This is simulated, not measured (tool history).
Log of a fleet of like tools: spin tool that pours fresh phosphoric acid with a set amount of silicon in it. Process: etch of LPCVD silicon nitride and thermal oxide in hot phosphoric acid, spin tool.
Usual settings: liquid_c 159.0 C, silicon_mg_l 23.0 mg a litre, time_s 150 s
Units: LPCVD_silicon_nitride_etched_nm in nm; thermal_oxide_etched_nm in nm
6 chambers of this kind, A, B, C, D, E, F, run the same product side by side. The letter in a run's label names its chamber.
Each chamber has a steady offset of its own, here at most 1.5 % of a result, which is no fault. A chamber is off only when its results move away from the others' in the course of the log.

| run | hour | liquid_c | silicon_mg_l | time_s | read-back film thickness of the LPCVD silicon nitride reference wafer, read on the same gauge (nm) | read-back film thickness of the thermal oxide reference wafer, read on the same gauge (nm) | LPCVD_silicon_nitride_etched_nm | thermal_oxide_etched_nm |
|---|---|---|---|---|---|---|---|---|
| 1D | 8.4 | 159.0 | 23.0 | 150 | 120.02 | 139.97 | 14.974 | 0.218650 |
| 2F | 16.2 | 159.0 | 23.0 | 150 | 120.02 | 140.03 | 14.997 | 0.196530 |
| 3C | 26.7 | 159.0 | 23.0 | 150 | 119.99 | 139.98 | 15.180 | 0.221400 |
| 4E | 37.4 | 159.0 | 23.0 | 150 | 119.98 | 140.05 | 15.074 | 0.206580 |
| 5A | 53.4 | 159.0 | 23.0 | 150 | 119.99 | 140.03 | 15.002 | 0.189310 |
| 6B | 67.7 | 159.0 | 23.0 | 150 | 120.01 | 139.99 | 15.200 | 0.268980 |
| 7C | 83.1 | 159.0 | 23.0 | 150 | 120.01 | 140.01 | 15.110 | 0.195330 |
| 8D | 97.7 | 159.0 | 23.0 | 150 | 119.99 | 139.99 | 14.973 | 0.230950 |
| 9B | 110.2 | 159.0 | 23.0 | 225 | 120.01 | 140.00 | 22.849 | 0.409470 |
| 10A | 118.9 | 159.0 | 23.0 | 225 | 120.02 | 140.03 | 22.433 | 0.307330 |
| 11F | 128.2 | 159.0 | 23.0 | 225 | 119.96 | 140.01 | 22.450 | 0.443550 |
|  | 138.9 | chamber F: heated supply line repaired |
|  | 139.4 | chamber B: thermometer replaced |
| 12E | 140.9 | 159.0 | 23.0 | 225 | 120.02 | 140.05 | 22.654 | 0.361590 |
| 13C | 156.7 | 159.0 | 23.0 | 225 | 119.96 | 139.99 | 22.706 | 0.379590 |
| 14D | 164.1 | 159.0 | 23.0 | 225 | 119.97 | 140.00 | 22.369 | 0.377860 |
| 15B | 176.9 | 159.0 | 23.0 | 150 | 120.03 | 140.01 | 15.202 | 0.195010 |
| 16F | 188.3 | 159.0 | 23.0 | 150 | 119.99 | 140.01 | 15.012 | 0.173990 |
| 17E | 204.8 | 159.0 | 23.0 | 150 | 120.01 | 139.98 | 15.063 | 0.242000 |
| 18A | 220.4 | 159.0 | 23.0 | 150 | 120.02 | 140.01 | 14.943 | 0.207130 |
| 19B | 234.0 | 159.0 | 23.0 | 150 | 120.00 | 139.99 | 15.216 | 0.221490 |
| 20C | 246.5 | 159.0 | 23.0 | 150 | 120.02 | 139.99 | 15.179 | 0.234470 |
|  | 258.1 | chamber B: dissolved silicon flow meter replaced |
| 21F | 259.0 | 156.5 | 36.5 | 150 | 120.00 | 140.00 | 13.705 | 0.126320 |
|  | 273.5 | chamber F: dissolved silicon flow meter replaced |
| 22D | 275.1 | 156.5 | 36.5 | 150 | 120.02 | 139.96 | 13.783 | 0.104910 |
|  | 279.6 | chamber C: thermometer replaced |
| 23A | 287.8 | 156.5 | 36.5 | 150 | 120.01 | 140.01 | 13.737 | 0.094798 |
| 24E | 304.1 | 156.5 | 36.5 | 150 | 120.02 | 140.00 | 13.819 | 0.096062 |
| 25D | 320.5 | 156.5 | 36.5 | 150 | 119.95 | 139.99 | 13.825 | 0.121690 |
| 26B | 329.4 | 156.5 | 36.5 | 150 | 119.99 | 139.97 | 14.027 | 0.109940 |
| 27C | 339.1 | 159.0 | 23.0 | 150 | 120.00 | 140.00 | 15.146 | 0.231460 |
| 28A | 351.1 | 159.0 | 23.0 | 150 | 120.01 | 140.01 | 14.928 | 0.225700 |
| 29F | 362.8 | 159.0 | 23.0 | 150 | 119.99 | 139.98 | 14.992 | 0.269750 |
| 30E | 376.8 | 159.0 | 23.0 | 150 | 120.03 | 139.99 | 15.086 | 0.274710 |
|  | 377.3 | chamber A: heated supply line repaired |
| 31C | 387.6 | 161.0 | 6.0 | 150 | 119.98 | 140.00 | 16.163 | 0.347230 |
| 32B | 403.8 | 161.0 | 6.0 | 150 | 119.96 | 140.02 | 16.299 | 0.393190 |
| 33A | 418.3 | 161.0 | 6.0 | 150 | 119.97 | 139.98 | 16.054 | 0.333760 |
| 34E | 434.3 | 161.0 | 6.0 | 150 | 119.96 | 139.97 | 16.129 | 0.409880 |
| 35D | 446.9 | 161.0 | 6.0 | 150 | 120.05 | 139.99 | 15.997 | 0.452720 |
|  | 460.6 | chamber F: thermometer replaced |
| 36F | 463.0 | 161.0 | 6.0 | 150 | 120.02 | 139.99 | 15.987 | 0.416580 |
| 37D | 477.7 | 159.0 | 23.0 | 150 | 119.98 | 139.97 | 15.097 | 0.235590 |

Next, every chamber runs the same settings. What will each give?
| 38A | 489.6 | 159.0 | 23.0 | 190 |  |  | ? | ? |
| 38B | 489.6 | 159.0 | 23.0 | 190 |  |  | ? | ? |
| 38C | 489.6 | 159.0 | 23.0 | 190 |  |  | ? | ? |
| 38D | 489.6 | 159.0 | 23.0 | 190 |  |  | ? | ? |
| 38E | 489.6 | 159.0 | 23.0 | 190 |  |  | ? | ? |
| 38F | 489.6 | 159.0 | 23.0 | 190 |  |  | ? | ? |

| run | LPCVD_silicon_nitride_etched_nm | thermal_oxide_etched_nm |
|---|---|---|
| 38A | 18.983 | 0.279790 |
| 38B | 19.251 | 0.257940 |
| 38C | 19.239 | 0.316620 |
| 38D | 19.007 | 0.164310 |
| 38E | 19.032 | 0.343550 |
| 38F | 19.035 | 0.294570 |
